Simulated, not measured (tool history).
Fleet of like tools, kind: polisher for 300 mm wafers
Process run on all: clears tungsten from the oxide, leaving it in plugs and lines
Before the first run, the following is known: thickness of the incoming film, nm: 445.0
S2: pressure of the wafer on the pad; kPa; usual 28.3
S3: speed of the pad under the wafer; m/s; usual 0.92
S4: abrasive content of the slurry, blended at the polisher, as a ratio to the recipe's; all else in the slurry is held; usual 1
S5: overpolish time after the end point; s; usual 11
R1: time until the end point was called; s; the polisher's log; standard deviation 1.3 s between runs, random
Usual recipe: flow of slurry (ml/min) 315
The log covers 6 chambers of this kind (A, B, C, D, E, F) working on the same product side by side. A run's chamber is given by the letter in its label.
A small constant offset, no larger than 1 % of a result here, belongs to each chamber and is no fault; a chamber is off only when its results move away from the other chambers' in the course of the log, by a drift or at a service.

At hour 3.2: chamber A: slurry nozzle cleaned.
Run 1D, hour 7.1: usual settings. Result: R1 108.910 s.
At hour 8.7: chamber B: worn pad replaced by a new one.
Run 2F, hour 10.9: usual settings. Result: R1 111.760 s.
At hour 16.9: chamber D: slurry blender recalibrated.
Run 3C, hour 17.1: usual settings. Result: R1 110.470 s.
At hour 17.8: chamber F: slurry tank refilled with fresh slurry and peroxide.
Run 4E, hour 22.0: usual settings. Result: R1 109.910 s.
Run 5B, hour 27.8: usual settings. Result: R1 111.440 s.
At hour 28.9: chamber A: worn pad replaced by a new one.
At hour 29.9: chamber B: slurry blender recalibrated.
Run 6A, hour 33.7: usual settings but S3 0.70 m/s, S5 7 s. Result: R1 141.390 s.
At hour 37.5: chamber C: slurry blender recalibrated.
Run 7E, hour 37.8: usual settings but S3 0.70 m/s, S5 7 s. Result: R1 145.670 s.
At hour 39.0: chamber E: slurry blender recalibrated.
Run 8B, hour 43.3: usual settings but S3 0.70 m/s, S5 7 s. Result: R1 144.590 s.
At hour 48.2: chamber B: slurry tank refilled with fresh slurry and peroxide.
Run 9D, hour 48.4: usual settings but S3 0.70 m/s, S5 7 s. Result: R1 147.140 s.
At hour 48.9: chamber F: slurry nozzle cleaned.
Run 10F, hour 51.7: usual settings but S3 0.70 m/s, S5 7 s. Result: R1 143.610 s.
At hour 55.8: chamber D: slurry tank refilled with fresh slurry and peroxide.
Run 11A, hour 57.9: usual settings but S3 0.70 m/s, S5 7 s. Result: R1 145.720 s.
Run 12C, hour 63.8: usual settings. Result: R1 112.620 s.
At hour 66.0: chamber C: worn pad replaced by a new one.
Run 13A, hour 67.0: usual settings. Result: R1 110.850 s.
At hour 71.5: chamber D: worn pad replaced by a new one.
Run 14D, hour 73.8: usual settings. Result: R1 111.460 s.
Run 15E, hour 77.6: usual settings. Result: R1 110.430 s.
At hour 78.0: chamber F: worn pad replaced by a new one.
Run 16F, hour 83.6: usual settings but S2 23.4 kPa. Result: R1 134.760 s.
Run 17C, hour 87.9: usual settings but S2 23.4 kPa. Result: R1 131.620 s.
At hour 89.0: chamber F: head pressure recalibrated.
At hour 89.8: chamber D: head pressure recalibrated.
Run 18B, hour 92.8: usual settings but S2 23.4 kPa. Result: R1 133.120 s.
At hour 93.5: chamber C: slurry tank refilled with fresh slurry and peroxide.
At hour 96.2: chamber B: worn pad replaced by a new one.
Run 19C, hour 98.6: usual settings but S2 23.4 kPa. Result: R1 133.150 s.
Run 20E, hour 104.5: usual settings but S2 23.4 kPa. Result: R1 133.510 s.
Run 21F, hour 108.6: usual settings but S2 23.4 kPa. Result: R1 135.360 s.
Run 22D, hour 113.5: usual settings. Result: R1 109.450 s.
Run 23B, hour 118.1: usual settings. Result: R1 109.650 s.
At hour 123.3: chamber A: worn pad replaced by a new one.
Run 24A, hour 123.3: usual settings but S2 19.3 kPa, S5 17 s. Result: R1 161.460 s.
Run 25A, hour 130.1: usual settings but S2 19.3 kPa, S5 17 s. Result: R1 162.380 s.
At hour 132.5: chamber E: worn pad replaced by a new one.
Run 26F, hour 135.7: usual settings but S2 19.3 kPa, S5 17 s. Result: R1 162.370 s.
At hour 138.5: chamber C: worn pad replaced by a new one.
Run 27D, hour 141.3: usual settings but S2 19.3 kPa, S5 17 s. Result: R1 166.560 s.
At hour 144.6: chamber E: slurry blender recalibrated.
At hour 146.1: chamber D: slurry tank refilled with fresh slurry and peroxide.
Run 28E, hour 147.7: usual settings but S2 19.3 kPa, S5 17 s. Result: R1 161.170 s.
At hour 148.9: chamber B: slurry nozzle cleaned.
At hour 152.7: chamber A: slurry tank refilled with fresh slurry and peroxide.
Run 29B, hour 154.1: usual settings but S2 19.3 kPa, S5 17 s. Result: R1 163.960 s.
At hour 156.8: chamber B: slurry tank refilled with fresh slurry and peroxide.
At hour 160.1: chamber E: slurry tank refilled with fresh slurry and peroxide.
Run 30C, hour 161.1: usual settings. Result: R1 111.400 s.
Run 31D, hour 167.2: usual settings. Result: R1 109.650 s.
At hour 170.5: chamber B: slurry blender recalibrated.
Run 32F, hour 171.7: usual settings. Result: R1 112.960 s.
At hour 176.6: chamber F: worn pad replaced by a new one.
Run 33C, hour 176.8: usual settings but S3 1.14 m/s, S5 16 s. Result: R1 90.219 s.
Run 34A, hour 183.5: usual settings but S3 1.14 m/s, S5 16 s. Result: R1 88.373 s.
Run 35E, hour 188.4: usual settings but S3 1.14 m/s, S5 16 s. Result: R1 89.842 s.
At hour 190.1: chamber A: slurry blender recalibrated.
Run 36B, hour 192.5: usual settings but S3 1.14 m/s, S5 16 s. Result: R1 89.649 s.
Run 37C, hour 199.2: usual settings but S3 1.14 m/s, S5 16 s. Result: R1 89.561 s.
Run 38A, hour 205.1: usual settings but S3 1.14 m/s, S5 16 s. Result: R1 90.266 s.
Run 39F, hour 208.6: usual settings. Result: R1 111.340 s.

All 6 chambers run these settings next. Forecast each chamber's results:
Run 40A, hour 213.8: usual settings but S5 6 s. Result: R1 ?.
Run 40B, hour 213.8: usual settings but S5 6 s. Result: R1 ?.
Run 40C, hour 213.8: usual settings but S5 6 s. Result: R1 ?.
Run 40D, hour 213.8: usual settings but S5 6 s. Result: R1 ?.
Run 40E, hour 213.8: usual settings but S5 6 s. Result: R1 ?.
Run 40F, hour 213.8: usual settings but S5 6 s. Result: R1 ?.

run       R1
40A  109.790
40B  111.240
40C  109.360
40D  109.050
40E  111.010
40F  114.490
